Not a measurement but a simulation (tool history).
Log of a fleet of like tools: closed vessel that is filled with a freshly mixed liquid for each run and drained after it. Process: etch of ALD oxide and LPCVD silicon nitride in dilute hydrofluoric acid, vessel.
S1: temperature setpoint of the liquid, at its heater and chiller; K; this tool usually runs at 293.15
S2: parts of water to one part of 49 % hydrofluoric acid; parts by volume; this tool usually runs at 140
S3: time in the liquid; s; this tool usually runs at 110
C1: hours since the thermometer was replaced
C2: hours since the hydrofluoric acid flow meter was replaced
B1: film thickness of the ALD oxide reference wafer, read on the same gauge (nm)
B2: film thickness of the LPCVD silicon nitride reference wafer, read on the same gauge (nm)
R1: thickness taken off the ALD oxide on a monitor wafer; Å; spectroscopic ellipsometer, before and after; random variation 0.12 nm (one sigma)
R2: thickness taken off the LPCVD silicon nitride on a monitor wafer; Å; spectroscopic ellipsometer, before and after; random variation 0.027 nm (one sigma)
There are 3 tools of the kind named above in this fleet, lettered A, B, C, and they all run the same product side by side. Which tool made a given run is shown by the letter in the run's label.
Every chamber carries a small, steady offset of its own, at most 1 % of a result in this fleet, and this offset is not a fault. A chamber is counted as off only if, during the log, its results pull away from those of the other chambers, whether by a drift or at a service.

| run | hour | S1 | S2 | S3 | C1 | C2 | B1 | B2 | R1 | R2 |
|---|---|---|---|---|---|---|---|---|---|---|
| 1A | 8.1 | 293.15 | 140 | 110 | 403.2 | 802.6 | 80.01 | 80.011 | 209.34 | 3.0557 |
| 2B | 16.8 | 293.15 | 140 | 110 | 877.9 | 773 | 79.988 | 79.974 | 207.69 | 3.6586 |
| 3C | 21.7 | 293.15 | 140 | 110 | 87.3 | 90.6 | 79.996 | 79.988 | 208.9 | 3.6573 |
| 4B | 26 | 293.15 | 140 | 110 | 887.1 | 782.2 | 80 | 79.992 | 209.29 | 3.1873 |
| 5C | 33.6 | 293.15 | 140 | 110 | 99.2 | 102.5 | 80.021 | 79.994 | 208.79 | 3.4775 |
|  | 41.9 | chamber B: thermometer replaced |
| 6A | 42.7 | 293.15 | 140 | 110 | 437.8 | 837.2 | 79.98 | 80.004 | 209.15 | 3.1 |
| 7B | 48.7 | 293.15 | 140 | 110 | 6.8 | 804.9 | 80.023 | 80.008 | 208.64 | 4.0594 |
| 8C | 53 | 293.15 | 140 | 110 | 118.6 | 121.9 | 80.013 | 80.03 | 209.21 | 3.8636 |
| 9A | 58.8 | 293.15 | 140 | 110 | 453.9 | 853.3 | 80.014 | 79.984 | 211.12 | 3.1931 |
| 10B | 65.1 | 293.15 | 140 | 110 | 23.2 | 821.3 | 80.012 | 79.976 | 206.47 | 2.7419 |
| 11C | 73.6 | 293.15 | 140 | 110 | 139.2 | 142.5 | 79.998 | 79.997 | 206.74 | 2.9969 |
| 12A | 80.7 | 293.15 | 140 | 110 | 475.8 | 875.2 | 80.021 | 79.978 | 210.05 | 3.2005 |
| 13C | 88.7 | 293.15 | 140 | 110 | 154.3 | 157.6 | 79.987 | 79.991 | 210.77 | 3.3438 |
| 14A | 95.2 | 293.15 | 140 | 110 | 490.3 | 889.7 | 80 | 79.977 | 209.8 | 3.2428 |
| 15B | 103.9 | 293.15 | 140 | 110 | 62 | 860.1 | 80.017 | 79.965 | 208.56 | 3.2847 |
| 16B | 109.8 | 293.15 | 140 | 110 | 67.9 | 866 | 79.983 | 80.022 | 207.14 | 3.4177 |
| 17C | 114.8 | 293.15 | 140 | 110 | 180.4 | 183.7 | 80.02 | 79.983 | 206.6 | 2.8004 |
| 18A | 120.1 | 293.15 | 140 | 110 | 515.2 | 914.6 | 79.993 | 80.019 | 209.32 | 3.7679 |
| 19B | 126.8 | 293.15 | 140 | 110 | 84.9 | 883 | 79.98 | 80.009 | 210.09 | 3.2848 |
| 20A | 134.3 | 293.15 | 140 | 110 | 529.4 | 928.8 | 80.001 | 80.015 | 210.96 | 3.4733 |
| 21C | 139.4 | 293.15 | 140 | 110 | 205 | 208.3 | 80.022 | 79.982 | 208.7 | 3.5274 |
|  | 145.6 | chamber A: hydrofluoric acid flow meter replaced |
| 22B | 145.8 | 293.15 | 140 | 110 | 103.9 | 902 | 79.995 | 80.005 | 208.37 | 3.3884 |
| 23A | 153.7 | 293.15 | 140 | 110 | 548.8 | 8.2 | 80.001 | 79.986 | 208.18 | 3.0585 |
| 24C | 162.3 | 293.15 | 140 | 110 | 227.9 | 231.2 | 79.997 | 80.006 | 207.29 | 3.3273 |
| 25A | 169 | 293.15 | 115 | 110 | 564.1 | 23.5 | 79.991 | 79.989 | 260.24 | 4.0076 |
| 26B | 176.6 | 293.15 | 115 | 110 | 134.7 | 932.8 | 79.995 | 80.02 | 259.61 | 4.3318 |
| 27C | 183 | 293.15 | 115 | 110 | 248.6 | 251.9 | 80.02 | 80.013 | 263.12 | 4.2244 |
| 28B | 187.4 | 293.15 | 140 | 110 | 145.5 | 943.6 | 79.992 | 80.012 | 209.38 | 3.546 |
| 29A | 191.8 | 293.15 | 140 | 110 | 586.9 | 46.3 | 80.001 | 80.001 | 206.95 | 3.4446 |

Each of the 3 chambers runs these same settings next. Fill in every chamber's results:
| 30A | 198.5 | 293.15 | 195 | 110 |  |  |  |  | ? | ? |
| 30B | 198.5 | 293.15 | 195 | 110 |  |  |  |  | ? | ? |
| 30C | 198.5 | 293.15 | 195 | 110 |  |  |  |  | ? | ? |

| run | R1 | R2 |
|---|---|---|
| 30A | 141.85 | 2.4534 |
| 30B | 141.71 | 2.4802 |
| 30C | 140.96 | 2.3436 |
